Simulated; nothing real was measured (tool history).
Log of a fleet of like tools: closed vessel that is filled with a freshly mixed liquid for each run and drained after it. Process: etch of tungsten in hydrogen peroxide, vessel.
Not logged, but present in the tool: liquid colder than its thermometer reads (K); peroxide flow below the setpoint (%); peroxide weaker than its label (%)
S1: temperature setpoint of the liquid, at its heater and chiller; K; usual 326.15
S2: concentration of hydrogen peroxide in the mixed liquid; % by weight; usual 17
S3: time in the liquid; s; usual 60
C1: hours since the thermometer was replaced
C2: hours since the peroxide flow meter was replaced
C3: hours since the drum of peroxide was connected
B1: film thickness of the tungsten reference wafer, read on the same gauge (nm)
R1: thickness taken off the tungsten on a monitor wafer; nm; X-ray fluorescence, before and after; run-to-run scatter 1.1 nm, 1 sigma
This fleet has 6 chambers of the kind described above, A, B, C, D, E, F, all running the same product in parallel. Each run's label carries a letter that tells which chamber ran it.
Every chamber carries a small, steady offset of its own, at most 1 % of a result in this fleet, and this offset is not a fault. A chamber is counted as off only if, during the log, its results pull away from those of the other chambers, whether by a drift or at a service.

Run 1C, day 0.250: usual settings; C1 443.3; C2 296.8; C3 628.1; B1 110.01. Result: R1 107.81 nm.
Run 2D, day 0.529: usual settings; C1 934.7; C2 666.4; C3 671.5; B1 109.97. Result: R1 108.41 nm.
Run 3F, day 0.900: usual settings; C1 212.3; C2 938.8; C3 764.0; B1 109.99. Result: R1 109.27 nm.
At day 1.067: chamber A: new drum of peroxide connected.
Run 4E, day 1.171: usual settings; C1 1949.2; C2 314.6; C3 317.9; B1 110.00. Result: R1 110.98 nm.
Run 5A, day 1.508: usual settings; C1 236.1; C2 865.1; C3 10.6; B1 109.97. Result: R1 110.01 nm.
Run 6B, day 1.854: usual settings; C1 657.8; C2 598.6; C3 738.3; B1 110.01. Result: R1 110.00 nm.
At day 2.179: chamber B: new drum of peroxide connected.
Run 7C, day 2.208: usual settings but S1 330.15 K, S2 20 % by weight; C1 490.3; C2 343.8; C3 675.1; B1 110.01. Result: R1 152.00 nm.
Run 8F, day 2.521: usual settings but S1 330.15 K, S2 20 % by weight; C1 251.2; C2 977.7; C3 802.9; B1 110.00. Result: R1 152.33 nm.
Run 9E, day 2.783: usual settings but S1 330.15 K, S2 20 % by weight; C1 1987.9; C2 353.3; C3 356.6; B1 110.02. Result: R1 148.70 nm.
Run 10B, day 3.117: usual settings but S1 330.15 K, S2 20 % by weight; C1 688.1; C2 628.9; C3 22.6; B1 109.99. Result: R1 148.88 nm.
Run 11D, day 3.342: usual settings but S1 330.15 K, S2 20 % by weight; C1 1002.2; C2 733.9; C3 739.0; B1 110.03. Result: R1 151.39 nm.
Run 12A, day 3.608: usual settings but S1 330.15 K, S2 20 % by weight; C1 286.5; C2 915.5; C3 61.0; B1 110.01. Result: R1 151.92 nm.
Run 13E, day 3.879: usual settings; C1 2014.2; C2 379.6; C3 382.9; B1 110.02. Result: R1 108.83 nm.
Run 14C, day 4.062: usual settings; C1 534.8; C2 388.3; C3 719.6; B1 109.99. Result: R1 110.37 nm.
Run 15B, day 4.333: usual settings; C1 717.3; C2 658.1; C3 51.8; B1 110.02. Result: R1 107.48 nm.
Run 16A, day 4.692: usual settings; C1 312.5; C2 941.5; C3 87.0; B1 110.00. Result: R1 111.13 nm.
Run 17D, day 5.058: usual settings; C1 1043.4; C2 775.1; C3 780.2; B1 110.02. Result: R1 108.57 nm.
Run 18F, day 5.233: usual settings; C1 316.3; C2 1042.8; C3 868.0; B1 110.03. Result: R1 109.68 nm.
Run 19D, day 5.429: usual settings; C1 1052.3; C2 784.0; C3 789.1; B1 110.02. Result: R1 110.45 nm.
Run 20A, day 5.771: usual settings; C1 338.4; C2 967.4; C3 112.9; B1 110.00. Result: R1 109.47 nm.
Run 21E, day 6.100: usual settings; C1 2067.5; C2 432.9; C3 436.2; B1 110.02. Result: R1 110.66 nm.
Run 22B, day 6.417: usual settings; C1 767.3; C2 708.1; C3 101.8; B1 109.99. Result: R1 108.82 nm.
Run 23C, day 6.717: usual settings; C1 598.5; C2 452.0; C3 783.3; B1 109.99. Result: R1 108.55 nm.
Run 24F, day 6.912: usual settings; C1 356.6; C2 1083.1; C3 908.3; B1 110.02. Result: R1 110.17 nm.
Run 25F, day 7.262: usual settings; C1 365.0; C2 1091.5; C3 916.7; B1 109.97. Result: R1 109.50 nm.
Run 26A, day 7.500: usual settings but S2 20 % by weight; C1 379.9; C2 1008.9; C3 154.4; B1 110.01. Result: R1 118.93 nm.
Run 27D, day 7.679: usual settings but S2 20 % by weight; C1 1106.3; C2 838.0; C3 843.1; B1 109.97. Result: R1 118.66 nm.
Run 28C, day 7.892: usual settings but S2 20 % by weight; C1 626.7; C2 480.2; C3 811.5; B1 109.99. Result: R1 113.36 nm.
Run 29E, day 8.133: usual settings but S2 20 % by weight; C1 2116.3; C2 481.7; C3 485.0; B1 109.96. Result: R1 118.17 nm.
Run 30B, day 8.333: usual settings but S2 20 % by weight; C1 813.3; C2 754.1; C3 147.8; B1 110.03. Result: R1 117.60 nm.
Run 31E, day 8.688: usual settings but S2 20 % by weight; C1 2129.6; C2 495.0; C3 498.3; B1 110.01. Result: R1 118.41 nm.
Run 32C, day 9.050: usual settings; C1 654.5; C2 508.0; C3 839.3; B1 110.00. Result: R1 105.13 nm.
Run 33A, day 9.271: usual settings; C1 422.4; C2 1051.4; C3 196.9; B1 109.99. Result: R1 108.21 nm.
Run 34B, day 9.458: usual settings; C1 840.3; C2 781.1; C3 174.8; B1 110.01. Result: R1 109.17 nm.
Run 35F, day 9.688: usual settings; C1 423.2; C2 1149.7; C3 974.9; B1 109.97. Result: R1 109.24 nm.
Run 36D, day 9.975: usual settings; C1 1161.4; C2 893.1; C3 898.2; B1 109.98. Result: R1 109.81 nm.
Run 37B, day 10.142: usual settings; C1 856.7; C2 797.5; C3 191.2; B1 110.00. Result: R1 105.73 nm.
Run 38C, day 10.371: usual settings but S1 334.65 K, S2 13 % by weight; C1 686.2; C2 539.7; C3 871.0; B1 109.97. Result: R1 145.78 nm.
Run 39A, day 10.679: usual settings but S1 334.65 K, S2 13 % by weight; C1 456.2; C2 1085.2; C3 230.7; B1 109.98. Result: R1 159.49 nm.
Run 40E, day 11.000: usual settings but S1 334.65 K, S2 13 % by weight; C1 2185.1; C2 550.5; C3 553.8; B1 110.01. Result: R1 155.65 nm.
Run 41F, day 11.254: usual settings but S1 334.65 K, S2 13 % by weight; C1 460.8; C2 1187.3; C3 1012.5; B1 109.99. Result: R1 160.44 nm.

Which is it: a chamber that has drifted or been left off by a service, a gauge drift common to all chambers, or only each chamber's usual small offset? If a chamber is off, name it and its likeliest cause.

It is chamber C that slowly wanders off from its peers.
Likeliest cause: liquid colder than its thermometer reads (K) = 1.46.

Which of the 4 candidates below, each the usual settings with something changed and its results left as question marks, puts chamber C back in line with what the other chambers give on the usual settings?
In line here means within this much of the mean the other chambers give on the usual settings: R1 3.700 nm
Run 42C-1, day 11.521: usual settings but S1 326.65 K. Result: R1 ?.
Run 42C-2, day 11.521: usual settings but S3 55 s. Result: R1 ?.
Run 42C-3, day 11.521: usual settings but S1 327.65 K. Result: R1 ?.
Run 42C-4, day 11.521: usual settings but S1 325.65 K. Result: R1 ?.

Average result of the remaining chambers running the usual settings: R1 109.530 nm
  run       R1
42C-1  103.090
42C-2   91.627
42C-3  109.540
42C-4   96.913
The answer is 42C-3, which returns the chamber to within the allowed miss of the others.
